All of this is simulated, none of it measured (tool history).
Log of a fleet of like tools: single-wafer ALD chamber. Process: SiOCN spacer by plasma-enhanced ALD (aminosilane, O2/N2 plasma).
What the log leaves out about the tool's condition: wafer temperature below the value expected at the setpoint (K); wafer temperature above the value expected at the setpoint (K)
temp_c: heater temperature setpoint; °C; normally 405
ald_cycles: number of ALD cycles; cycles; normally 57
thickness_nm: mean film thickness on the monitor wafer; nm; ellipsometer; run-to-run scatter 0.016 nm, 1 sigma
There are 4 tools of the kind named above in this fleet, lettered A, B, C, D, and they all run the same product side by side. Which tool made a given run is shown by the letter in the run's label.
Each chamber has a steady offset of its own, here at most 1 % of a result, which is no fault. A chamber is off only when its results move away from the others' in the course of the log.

run	hour	temp_c	ald_cycles	hours since the last thermocouple change	read-back reference wafer on the same gauge, thickness_nm	thickness_nm
1D	3.9	405	57	192.4	2.8007	3.3748
2B	9.8	405	57	355.5	2.8015	3.4100
3C	16.1	405	57	567.6	2.7977	3.3923
4A	20.1	405	57	98.0	2.8000	3.4103
5B	27.0	405	57	372.7	2.7972	3.3950
6A	32.6	405	57	110.5	2.8030	3.4432
7D	37.1	405	57	225.6	2.7996	3.3907
8C	42.8	405	57	594.3	2.8001	3.3736
9D	49.5	390	61	238.0	2.8026	3.7041
10C	53.0	390	61	604.5	2.8001	3.6746
11A	59.3	390	61	137.2	2.8043	3.7265
12B	66.6	390	61	412.3	2.8008	3.6801
13A	73.7	405	57	151.6	2.8001	3.4123
14D	79.5	415	57	268.0	2.7982	3.3013
15B	84.5	415	57	430.2	2.8013	3.3383
16C	90.6	415	57	642.1	2.7961	3.3224
17D	94.5	415	57	283.0	2.7971	3.3191
18B	98.4	405	57	444.1	2.8012	3.4220
19A	102.4	405	57	180.3	2.8012	3.4085
20C	110.1	405	57	661.6	2.7986	3.3845
21B	114.9	405	57	460.6	2.8025	3.3928
22A	119.0	411	46	196.9	2.8037	2.6853
23D	123.4	411	46	311.9	2.8031	2.6891
24C	128.7	411	46	680.2	2.8004	2.6771
25C	136.0	411	46	687.5	2.7996	2.6853
26A	142.1	405	57	220.0	2.8032	3.3887
27D	149.1	405	57	337.6	2.7995	3.3991
28B	154.4	405	57	500.1	2.7993	3.4207
29A	162.2	412	61	240.1	2.7963	3.5811
30B	169.9	412	61	515.6	2.8008	3.5646
31D	175.7	412	61	364.2	2.7999	3.5807
32C	180.7	412	61	732.2	2.8014	3.5510
33B	184.2	405	57	529.9	2.7991	3.4168
34D	189.2	405	57	377.7	2.8009	3.3893
35A	193.8	410	61	271.7	2.8004	3.5415
36C	197.8	410	61	749.3	2.7991	3.5702
37A	202.3	410	61	280.2	2.8013	3.6037
38C	208.0	410	61	759.5	2.8002	3.5521
39B	215.5	405	57	561.2	2.8000	3.3914
40D	222.3	405	66	410.8	2.7998	3.9368

Does one chamber stand apart from the rest, does the shared gauge drift, or is all well apart from small per-chamber offsets? Give the chamber and the most likely cause, where there is one.

Beyond each chamber's small constant offset nothing stands out, and the gauge stays steady.

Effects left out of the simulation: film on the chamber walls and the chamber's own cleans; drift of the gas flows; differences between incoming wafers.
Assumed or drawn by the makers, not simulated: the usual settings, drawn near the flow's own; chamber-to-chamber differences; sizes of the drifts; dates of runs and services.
